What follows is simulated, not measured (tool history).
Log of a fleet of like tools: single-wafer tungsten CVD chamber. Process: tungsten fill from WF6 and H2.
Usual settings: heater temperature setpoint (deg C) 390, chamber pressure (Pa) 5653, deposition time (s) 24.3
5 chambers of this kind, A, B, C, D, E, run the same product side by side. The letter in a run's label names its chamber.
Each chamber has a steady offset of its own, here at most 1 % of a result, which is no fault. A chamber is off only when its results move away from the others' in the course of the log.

| run | hour | heater temperature setpoint (deg C) | chamber pressure (Pa) | deposition time (s) | read-back reference wafer on the same gauge, thickness_nm | mean film thickness on the monitor wafer (nm) |
|---|---|---|---|---|---|---|
| 1B | 5.3 | 390 | 5653 | 24.3 | 62.325 | 68.185 |
| 2A | 8.7 | 390 | 5653 | 24.3 | 62.270 | 68.927 |
| 3E | 14.5 | 390 | 5653 | 24.3 | 62.421 | 69.263 |
| 4D | 18.3 | 390 | 5653 | 24.3 | 62.351 | 69.763 |
| 5C | 24.6 | 390 | 5653 | 24.3 | 62.272 | 68.501 |
| 6B | 30.5 | 390 | 5653 | 24.3 | 62.368 | 68.341 |
| 7E | 35.8 | 390 | 5653 | 24.3 | 62.295 | 69.236 |
| 8C | 41.7 | 390 | 5653 | 27.3 | 62.389 | 77.545 |
| 9A | 47.2 | 390 | 5653 | 27.3 | 62.236 | 77.754 |
| 10D | 52.5 | 390 | 5653 | 27.3 | 62.342 | 78.057 |
| 11D | 57.9 | 390 | 5653 | 27.3 | 62.296 | 77.910 |
| 12A | 62.9 | 390 | 5653 | 27.3 | 62.230 | 77.789 |
| 13E | 68.6 | 390 | 5653 | 24.3 | 62.346 | 69.282 |
| 14B | 71.9 | 390 | 6293 | 28.8 | 62.382 | 84.651 |
| 15C | 77.4 | 390 | 6293 | 28.8 | 62.352 | 86.716 |
| 16E | 82.5 | 390 | 6293 | 28.8 | 62.316 | 85.704 |
| 17D | 86.2 | 390 | 6293 | 28.8 | 62.292 | 87.197 |
| 18A | 92.3 | 390 | 6293 | 28.8 | 62.185 | 85.718 |
| 19B | 97.6 | 390 | 5653 | 24.3 | 62.341 | 68.497 |
|  | 101.4 | chamber D: thermocouple changed; heater temperature recalibrated |
| 20C | 101.7 | 390 | 5653 | 24.3 | 62.283 | 68.613 |
| 21C | 107.0 | 390 | 5653 | 24.3 | 62.340 | 68.933 |
|  | 108.6 | chamber E: thermocouple changed; heater temperature recalibrated |
| 22E | 111.4 | 390 | 5653 | 24.3 | 62.308 | 69.672 |
| 23B | 114.4 | 390 | 5653 | 24.3 | 62.338 | 67.828 |
| 24D | 118.2 | 390 | 5653 | 24.3 | 62.289 | 75.281 |
| 25A | 122.9 | 390 | 5653 | 24.3 | 62.349 | 69.053 |
| 26A | 127.9 | 390 | 5653 | 24.3 | 62.365 | 69.309 |
| 27D | 134.3 | 390 | 5653 | 24.3 | 62.380 | 75.293 |
| 28C | 139.9 | 390 | 5653 | 24.3 | 62.226 | 69.129 |
| 29B | 142.8 | 390 | 4653 | 21.7 | 62.289 | 56.018 |
| 30E | 146.4 | 390 | 4653 | 21.7 | 62.239 | 56.059 |
| 31A | 150.5 | 390 | 4653 | 21.7 | 62.333 | 55.817 |
| 32C | 153.5 | 390 | 4653 | 21.7 | 62.262 | 56.565 |
| 33B | 157.2 | 390 | 4653 | 21.7 | 62.300 | 56.195 |
| 34E | 161.9 | 390 | 5653 | 24.3 | 62.320 | 69.599 |
| 35D | 165.0 | 390 | 5653 | 24.3 | 62.309 | 75.459 |
|  | 166.8 | chamber B: thermocouple changed; heater temperature recalibrated |
| 36B | 170.3 | 390 | 5653 | 24.3 | 62.281 | 68.697 |
| 37D | 175.6 | 390 | 5653 | 24.3 | 62.295 | 74.938 |
| 38E | 181.5 | 379 | 4800 | 24.3 | 62.201 | 51.537 |
| 39A | 187.1 | 379 | 4800 | 24.3 | 62.245 | 50.998 |
| 40C | 192.8 | 379 | 4800 | 24.3 | 62.282 | 51.251 |
| 41C | 198.0 | 379 | 4800 | 24.3 | 62.214 | 51.135 |
| 42B | 204.0 | 379 | 4800 | 24.3 | 62.282 | 51.368 |
| 43E | 210.3 | 390 | 5653 | 24.3 | 62.379 | 69.440 |
| 44D | 216.3 | 390 | 5653 | 24.3 | 62.299 | 74.998 |

Next, every chamber runs the same settings. What will each give?
| 45A | 221.0 | 390 | 5653 | 24.3 |  | ? |
| 45B | 221.0 | 390 | 5653 | 24.3 |  | ? |
| 45C | 221.0 | 390 | 5653 | 24.3 |  | ? |
| 45D | 221.0 | 390 | 5653 | 24.3 |  | ? |
| 45E | 221.0 | 390 | 5653 | 24.3 |  | ? |

| run | mean film thickness on the monitor wafer (nm) |
|---|---|
| 45A | 68.536 |
| 45B | 68.677 |
| 45C | 68.716 |
| 45D | 74.175 |
| 45E | 69.241 |

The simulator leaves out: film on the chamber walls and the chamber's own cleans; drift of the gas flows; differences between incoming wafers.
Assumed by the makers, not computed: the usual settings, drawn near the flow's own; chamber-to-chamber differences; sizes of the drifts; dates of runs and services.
